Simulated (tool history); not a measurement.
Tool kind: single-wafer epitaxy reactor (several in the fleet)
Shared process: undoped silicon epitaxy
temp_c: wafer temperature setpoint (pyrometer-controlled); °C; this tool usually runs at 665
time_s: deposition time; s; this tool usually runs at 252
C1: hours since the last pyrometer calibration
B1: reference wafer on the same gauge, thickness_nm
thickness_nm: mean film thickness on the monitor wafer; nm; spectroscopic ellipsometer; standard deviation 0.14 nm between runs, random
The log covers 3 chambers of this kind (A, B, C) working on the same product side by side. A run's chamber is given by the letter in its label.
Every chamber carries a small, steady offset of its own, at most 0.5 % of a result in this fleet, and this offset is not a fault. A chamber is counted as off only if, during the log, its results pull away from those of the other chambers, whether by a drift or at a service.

Run 1A, hour 8.4: usual settings; C1 515.6; B1 53.595. Result: thickness_nm 58.294 nm.
Run 2C, hour 13.8: usual settings; C1 1946.1; B1 53.578. Result: thickness_nm 58.574 nm.
Run 3B, hour 19.1: usual settings; C1 1550.5; B1 53.62. Result: thickness_nm 58.198 nm.
Run 4C, hour 28.7: usual settings; C1 1961; B1 53.6. Result: thickness_nm 58.553 nm.
Run 5B, hour 34.4: usual settings; C1 1565.8; B1 53.6. Result: thickness_nm 58.586 nm.
Run 6A, hour 44.2: usual settings; C1 551.4; B1 53.645. Result: thickness_nm 58.499 nm.
Run 7A, hour 55.1: usual settings but time_s 280 s; C1 562.3; B1 53.618. Result: thickness_nm 64.775 nm.
Run 8B, hour 60.6: usual settings but time_s 280 s; C1 1592; B1 53.613. Result: thickness_nm 64.792 nm.
Run 9C, hour 69.8: usual settings but time_s 280 s; C1 2002.1; B1 53.586. Result: thickness_nm 65.341 nm.
Run 10A, hour 77.4: usual settings; C1 584.6; B1 53.604. Result: thickness_nm 58.443 nm.
At hour 77.5: chamber B: pyrometer calibrated.
Run 11B, hour 85.5: usual settings; C1 8.1; B1 53.599. Result: thickness_nm 57.055 nm.
Run 12C, hour 95.3: usual settings; C1 2027.6; B1 53.596. Result: thickness_nm 58.453 nm.
Run 13C, hour 103.8: usual settings; C1 2036.1; B1 53.608. Result: thickness_nm 58.383 nm.
Run 14A, hour 109.4: usual settings; C1 616.6; B1 53.581. Result: thickness_nm 58.635 nm.
Run 15B, hour 120.3: usual settings; C1 42.9; B1 53.588. Result: thickness_nm 57.082 nm.
Run 16A, hour 128.8: usual settings; C1 636; B1 53.578. Result: thickness_nm 58.291 nm.
Run 17C, hour 138.8: usual settings; C1 2071.1; B1 53.586. Result: thickness_nm 58.453 nm.
Run 18B, hour 150.5: usual settings; C1 73.1; B1 53.582. Result: thickness_nm 57.147 nm.
Run 19A, hour 159.4: usual settings; C1 666.6; B1 53.611. Result: thickness_nm 58.415 nm.
Run 20C, hour 165.2: usual settings; C1 2097.5; B1 53.616. Result: thickness_nm 58.57 nm.
Run 21B, hour 173.3: usual settings; C1 95.9; B1 53.562. Result: thickness_nm 57.083 nm.
Run 22C, hour 181.4: usual settings; C1 2113.7; B1 53.586. Result: thickness_nm 58.75 nm.
Run 23A, hour 188.9: usual settings but time_s 214 s; C1 696.1; B1 53.592. Result: thickness_nm 49.727 nm.
Run 24B, hour 195.7: usual settings but time_s 214 s; C1 118.3; B1 53.597. Result: thickness_nm 48.716 nm.
Run 25C, hour 201.2: usual settings but time_s 214 s; C1 2133.5; B1 53.587. Result: thickness_nm 49.367 nm.
Run 26A, hour 212.9: usual settings; C1 720.1; B1 53.62. Result: thickness_nm 58.285 nm.
Run 27B, hour 221.3: usual settings; C1 143.9; B1 53.621. Result: thickness_nm 57.21 nm.
Run 28B, hour 232.8: usual settings; C1 155.4; B1 53.602. Result: thickness_nm 57.152 nm.
Run 29A, hour 243.7: usual settings; C1 750.9; B1 53.599. Result: thickness_nm 58.477 nm.

Which is it: a chamber that has drifted or been left off by a service, a gauge drift common to all chambers, or only each chamber's usual small offset? If a chamber is off, name it and its likeliest cause.

Chamber B has stood off from the others ever since a service on it.
Likeliest cause: wafer temperature below the value expected at the setpoint (K) = 0.984.

Here are 4 candidates for chamber B's next run, each the usual settings with a change, their results left as question marks. Which one brings its results back in line with what the others give on the usual settings?
In line means no further than this from the other chambers' mean on the usual settings: thickness_nm 0.49 nm
Run 30B-1, hour 252.4: usual settings but temp_c 666 °C, time_s 253 s. Result: thickness_nm ?.
Run 30B-2, hour 252.4: usual settings but temp_c 667 °C. Result: thickness_nm ?.
Run 30B-3, hour 252.4: usual settings but time_s 242 s. Result: thickness_nm ?.
Run 30B-4, hour 252.4: usual settings but temp_c 664 °C, time_s 251 s. Result: thickness_nm ?.

What the other chambers average on the usual settings: thickness_nm 58.444 nm
  run  thickness_nm
30B-1        58.738
30B-2        59.733
30B-3        55.027
30B-4        55.896
The answer is 30B-1, which returns the chamber to within the allowed miss of the others.
